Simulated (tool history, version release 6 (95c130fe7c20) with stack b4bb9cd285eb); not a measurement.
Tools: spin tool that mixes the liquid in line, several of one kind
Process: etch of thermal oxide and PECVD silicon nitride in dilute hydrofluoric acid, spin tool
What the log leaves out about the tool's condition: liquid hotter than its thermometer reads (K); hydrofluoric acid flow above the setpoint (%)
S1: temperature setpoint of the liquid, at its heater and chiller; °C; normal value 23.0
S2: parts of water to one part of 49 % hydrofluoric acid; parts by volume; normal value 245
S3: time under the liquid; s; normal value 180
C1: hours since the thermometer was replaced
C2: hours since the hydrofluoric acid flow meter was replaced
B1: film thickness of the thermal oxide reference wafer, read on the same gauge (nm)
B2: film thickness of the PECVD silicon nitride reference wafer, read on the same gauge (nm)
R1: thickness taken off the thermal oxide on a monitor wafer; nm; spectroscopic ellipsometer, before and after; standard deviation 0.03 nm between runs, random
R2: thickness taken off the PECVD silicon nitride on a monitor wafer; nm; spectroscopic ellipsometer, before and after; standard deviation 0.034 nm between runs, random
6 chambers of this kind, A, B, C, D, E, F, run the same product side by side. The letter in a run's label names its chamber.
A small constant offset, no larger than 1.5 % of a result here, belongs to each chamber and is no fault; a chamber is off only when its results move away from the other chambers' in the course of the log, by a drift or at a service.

-- hour=5.3 chamber C: hydrofluoric acid flow meter replaced
run 1A hour=6.1 | S1=23.0 S2=245 S3=180 | C1=1086.8 C2=564.9 | B1=39.982 B2=130.00 | R1=2.8629 R2=1.50430
run 2F hour=10.7 | S1=23.0 S2=245 S3=180 | C1=414.7 C2=552.4 | B1=39.990 B2=129.99 | R1=2.8806 R2=1.59060
run 3B hour=17.1 | S1=23.0 S2=245 S3=180 | C1=498.5 C2=429.2 | B1=39.975 B2=129.98 | R1=2.9129 R2=1.57730
run 4C hour=24.8 | S1=23.0 S2=245 S3=180 | C1=116.6 C2=19.6 | B1=39.997 B2=130.00 | R1=2.9330 R2=1.52640
-- hour=28.3 chamber D: thermometer replaced
run 5E hour=28.3 | S1=23.0 S2=245 S3=180 | C1=322.2 C2=2235.9 | B1=40.004 B2=130.02 | R1=2.8511 R2=1.57900
run 6D hour=35.9 | S1=23.0 S2=245 S3=180 | C1=7.7 C2=621.8 | B1=40.010 B2=130.01 | R1=2.8296 R2=1.54660
run 7A hour=41.2 | S1=25.5 S2=245 S3=220 | C1=1121.9 C2=600.0 | B1=39.980 B2=129.99 | R1=3.8068 R2=2.25020
run 8E hour=47.1 | S1=25.5 S2=245 S3=220 | C1=341.0 C2=2254.7 | B1=40.000 B2=130.00 | R1=3.9262 R2=2.18370
-- hour=47.5 chamber E: hydrofluoric acid flow meter replaced
run 9B hour=50.8 | S1=25.5 S2=245 S3=220 | C1=532.2 C2=462.9 | B1=39.991 B2=129.98 | R1=3.8540 R2=2.23600
run 10C hour=58.6 | S1=25.5 S2=245 S3=220 | C1=150.4 C2=53.4 | B1=39.996 B2=130.01 | R1=3.9243 R2=2.22850
run 11D hour=65.6 | S1=25.5 S2=245 S3=220 | C1=37.4 C2=651.5 | B1=40.006 B2=130.02 | R1=3.8248 R2=2.23600
run 12F hour=70.9 | S1=25.5 S2=245 S3=220 | C1=474.9 C2=612.6 | B1=39.988 B2=129.99 | R1=3.7713 R2=2.19190
run 13F hour=76.6 | S1=23.0 S2=245 S3=180 | C1=480.6 C2=618.3 | B1=39.996 B2=129.98 | R1=2.8679 R2=1.56850
run 14D hour=81.4 | S1=23.0 S2=245 S3=180 | C1=53.2 C2=667.3 | B1=39.999 B2=130.01 | R1=2.8003 R2=1.52920
run 15C hour=85.9 | S1=23.0 S2=245 S3=180 | C1=177.7 C2=80.7 | B1=40.029 B2=130.01 | R1=2.9055 R2=1.53330
run 16E hour=92.8 | S1=23.0 S2=245 S3=180 | C1=386.7 C2=45.4 | B1=40.011 B2=130.00 | R1=2.8786 R2=1.53800
run 17A hour=96.4 | S1=23.0 S2=245 S3=180 | C1=1177.1 C2=655.2 | B1=40.005 B2=130.02 | R1=2.8150 R2=1.50590
run 18B hour=101.9 | S1=23.0 S2=245 S3=180 | C1=583.3 C2=514.0 | B1=40.012 B2=130.01 | R1=2.9931 R2=1.58500
run 19F hour=105.6 | S1=23.0 S2=245 S3=180 | C1=509.6 C2=647.3 | B1=39.977 B2=129.98 | R1=2.8662 R2=1.50510
run 20B hour=113.4 | S1=23.0 S2=245 S3=180 | C1=594.8 C2=525.5 | B1=40.014 B2=129.99 | R1=3.0143 R2=1.54980
run 21E hour=120.3 | S1=23.0 S2=245 S3=250 | C1=414.2 C2=72.9 | B1=40.006 B2=130.01 | R1=4.1200 R2=2.18430
run 22A hour=128.2 | S1=23.0 S2=245 S3=250 | C1=1208.9 C2=687.0 | B1=40.011 B2=129.99 | R1=3.9343 R2=2.16950
run 23C hour=135.4 | S1=23.0 S2=245 S3=250 | C1=227.2 C2=130.2 | B1=40.002 B2=130.01 | R1=4.0377 R2=2.13590
run 24D hour=142.6 | S1=23.0 S2=245 S3=250 | C1=114.4 C2=728.5 | B1=40.024 B2=130.00 | R1=3.9872 R2=2.21160
run 25F hour=146.3 | S1=23.0 S2=245 S3=250 | C1=550.3 C2=688.0 | B1=39.999 B2=130.00 | R1=3.9708 R2=2.09150
run 26D hour=152.0 | S1=23.0 S2=245 S3=250 | C1=123.8 C2=737.9 | B1=39.965 B2=130.02 | R1=3.8637 R2=2.27530
run 27B hour=157.5 | S1=23.0 S2=245 S3=180 | C1=638.9 C2=569.6 | B1=39.988 B2=129.99 | R1=3.0750 R2=1.63390
run 28A hour=161.1 | S1=23.0 S2=245 S3=180 | C1=1241.8 C2=719.9 | B1=40.014 B2=130.01 | R1=2.8093 R2=1.55130
run 29E hour=168.8 | S1=23.0 S2=245 S3=180 | C1=462.7 C2=121.4 | B1=39.994 B2=130.00 | R1=2.8615 R2=1.56970
run 30C hour=173.2 | S1=20.0 S2=245 S3=115 | C1=265.0 C2=168.0 | B1=39.996 B2=130.01 | R1=1.6350 R2=0.81164
run 31D hour=176.7 | S1=20.0 S2=245 S3=115 | C1=148.5 C2=762.6 | B1=40.021 B2=130.02 | R1=1.6446 R2=0.82390
run 32C hour=181.7 | S1=20.0 S2=245 S3=115 | C1=273.5 C2=176.5 | B1=39.986 B2=130.01 | R1=1.6711 R2=0.82244
run 33F hour=185.5 | S1=20.0 S2=245 S3=115 | C1=589.5 C2=727.2 | B1=39.985 B2=130.00 | R1=1.6322 R2=0.78593
run 34E hour=190.6 | S1=20.0 S2=245 S3=115 | C1=484.5 C2=143.2 | B1=39.980 B2=130.02 | R1=1.6587 R2=0.83196
run 35A hour=194.2 | S1=20.0 S2=245 S3=115 | C1=1274.9 C2=753.0 | B1=40.011 B2=130.02 | R1=1.6471 R2=0.82139
run 36B hour=201.8 | S1=23.0 S2=245 S3=180 | C1=683.2 C2=613.9 | B1=40.000 B2=129.99 | R1=3.2706 R2=1.70140
run 37F hour=208.0 | S1=23.0 S2=290 S3=110 | C1=612.0 C2=749.7 | B1=39.986 B2=130.03 | R1=1.3966 R2=0.77997
run 38A hour=212.8 | S1=23.0 S2=290 S3=110 | C1=1293.5 C2=771.6 | B1=40.016 B2=130.01 | R1=1.3733 R2=0.78034
run 39B hour=219.6 | S1=23.0 S2=290 S3=110 | C1=701.0 C2=631.7 | B1=39.992 B2=129.99 | R1=1.5890 R2=0.86224
run 40D hour=225.9 | S1=23.0 S2=290 S3=110 | C1=197.7 C2=811.8 | B1=40.010 B2=129.96 | R1=1.3979 R2=0.82535
run 41E hour=229.6 | S1=23.0 S2=290 S3=110 | C1=523.5 C2=182.2 | B1=40.026 B2=130.00 | R1=1.4294 R2=0.79102

Each of the 6 chambers runs these same settings next. Fill in every chamber's results:
run 42A hour=235.3 | S1=23.0 S2=245 S3=180 | R1=? R2=?
run 42B hour=235.3 | S1=23.0 S2=245 S3=180 | R1=? R2=?
run 42C hour=235.3 | S1=23.0 S2=245 S3=180 | R1=? R2=?
run 42D hour=235.3 | S1=23.0 S2=245 S3=180 | R1=? R2=?
run 42E hour=235.3 | S1=23.0 S2=245 S3=180 | R1=? R2=?
run 42F hour=235.3 | S1=23.0 S2=245 S3=180 | R1=? R2=?

run=42A R1=2.8036 R2=1.59990
run=42B R1=3.2254 R2=1.68650
run=42C R1=2.8359 R2=1.52280
run=42D R1=2.8503 R2=1.58870
run=42E R1=2.8984 R2=1.63250
run=42F R1=2.8433 R2=1.48400

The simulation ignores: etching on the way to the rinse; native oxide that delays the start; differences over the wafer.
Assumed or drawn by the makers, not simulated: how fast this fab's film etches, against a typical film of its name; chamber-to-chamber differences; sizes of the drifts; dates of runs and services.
